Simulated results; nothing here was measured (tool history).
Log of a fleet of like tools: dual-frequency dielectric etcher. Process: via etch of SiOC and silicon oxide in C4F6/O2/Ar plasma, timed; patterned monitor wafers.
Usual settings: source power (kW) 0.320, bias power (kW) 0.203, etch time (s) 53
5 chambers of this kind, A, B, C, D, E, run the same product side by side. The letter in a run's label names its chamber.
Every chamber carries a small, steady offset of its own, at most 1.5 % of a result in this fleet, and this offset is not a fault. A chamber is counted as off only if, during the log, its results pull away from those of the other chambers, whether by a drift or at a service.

| run | day | source power (kW) | bias power (kW) | etch time (s) | read-back reference wafer on the same gauge, depth_nm | mean etch depth across the wafer (nm) |
|---|---|---|---|---|---|---|
| 1B | 0.279 | 0.320 | 0.203 | 53 | 56.371 | 56.451 |
| 2C | 0.471 | 0.320 | 0.203 | 53 | 56.457 | 57.001 |
| 3D | 0.612 | 0.320 | 0.203 | 53 | 56.412 | 57.038 |
| 4E | 0.775 | 0.320 | 0.203 | 53 | 56.424 | 56.737 |
| 5A | 0.967 | 0.320 | 0.203 | 53 | 56.357 | 56.752 |
| 6E | 1.200 | 0.320 | 0.203 | 53 | 56.430 | 57.335 |
| 7C | 1.375 | 0.320 | 0.203 | 53 | 56.365 | 57.258 |
| 8B | 1.562 | 0.320 | 0.203 | 53 | 56.399 | 56.270 |
| 9D | 1.817 | 0.320 | 0.203 | 53 | 56.401 | 57.097 |
| 10A | 2.062 | 0.320 | 0.203 | 53 | 56.485 | 57.153 |
| 11D | 2.262 | 0.320 | 0.203 | 53 | 56.341 | 57.086 |
| 12C | 2.479 | 0.320 | 0.203 | 53 | 56.359 | 57.172 |
| 13B | 2.679 | 0.320 | 0.203 | 53 | 56.382 | 55.965 |
| 14E | 2.921 | 0.250 | 0.203 | 53 | 56.455 | 51.669 |
| 15A | 3.200 | 0.250 | 0.203 | 53 | 56.438 | 52.096 |
| 16C | 3.488 | 0.250 | 0.203 | 53 | 56.375 | 52.090 |
|  | 3.571 | chamber B: wet clean of the chamber |
| 17B | 3.750 | 0.250 | 0.203 | 53 | 56.429 | 49.187 |
| 18E | 3.917 | 0.250 | 0.203 | 53 | 56.423 | 52.102 |
| 19D | 4.108 | 0.320 | 0.203 | 53 | 56.419 | 57.510 |
| 20A | 4.408 | 0.320 | 0.203 | 53 | 56.394 | 56.792 |
| 21C | 4.642 | 0.320 | 0.203 | 53 | 56.430 | 57.299 |
| 22E | 4.792 | 0.320 | 0.203 | 53 | 56.383 | 57.134 |
| 23A | 5.062 | 0.320 | 0.203 | 53 | 56.426 | 57.043 |
|  | 5.171 | chamber D: wet clean of the chamber |
| 24B | 5.196 | 0.320 | 0.203 | 53 | 56.442 | 55.078 |
| 25D | 5.438 | 0.320 | 0.203 | 53 | 56.395 | 57.164 |
| 26B | 5.583 | 0.320 | 0.203 | 53 | 56.405 | 54.706 |
| 27C | 5.750 | 0.320 | 0.203 | 53 | 56.399 | 57.410 |
| 28D | 5.979 | 0.320 | 0.203 | 53 | 56.407 | 57.171 |
| 29A | 6.133 | 0.320 | 0.203 | 53 | 56.440 | 56.494 |
| 30E | 6.412 | 0.320 | 0.203 | 53 | 56.349 | 56.939 |
| 31B | 6.638 | 0.320 | 0.203 | 53 | 56.397 | 55.076 |
| 32C | 6.883 | 0.320 | 0.203 | 53 | 56.356 | 57.460 |
| 33D | 7.104 | 0.320 | 0.203 | 53 | 56.404 | 57.183 |
| 34A | 7.292 | 0.320 | 0.203 | 53 | 56.445 | 56.662 |
| 35E | 7.558 | 0.320 | 0.203 | 53 | 56.383 | 56.680 |
| 36B | 7.708 | 0.390 | 0.203 | 53 | 56.377 | 59.309 |
| 37A | 7.862 | 0.390 | 0.203 | 53 | 56.415 | 60.588 |

Does one chamber stand apart from the rest, does the shared gauge drift, or is all well apart from small per-chamber offsets? Give the chamber and the most likely cause, where there is one.

Chamber B came out of a service off from its peers and stayed that way.
Most likely cause: etch rate under this chamber's usual, % = 3.02.

Here are 4 candidates for chamber B's next run, each the usual settings with a change, their results left as question marks. Which one brings its results back in line with what the others give on the usual settings?
Counts as in line when no further than this from what the other chambers average on the usual settings: mean etch depth across the wafer (nm) 0.810
| 38B-1 | 8.083 | 0.320 | 0.203 | 51.0 |  | ? |
| 38B-2 | 8.083 | 0.290 | 0.184 | 53.0 |  | ? |
| 38B-3 | 8.083 | 0.320 | 0.205 | 55.0 |  | ? |
| 38B-4 | 8.083 | 0.330 | 0.203 | 56.5 |  | ? |

Mean of the other chambers on the usual settings: mean etch depth across the wafer (nm) 57.083
| run | mean etch depth across the wafer (nm) |
|---|---|
| 38B-1 | 52.703 |
| 38B-2 | 51.011 |
| 38B-3 | 57.024 |
| 38B-4 | 59.086 |
Change 38B-3 lands the chamber within the allowed miss of the other chambers.
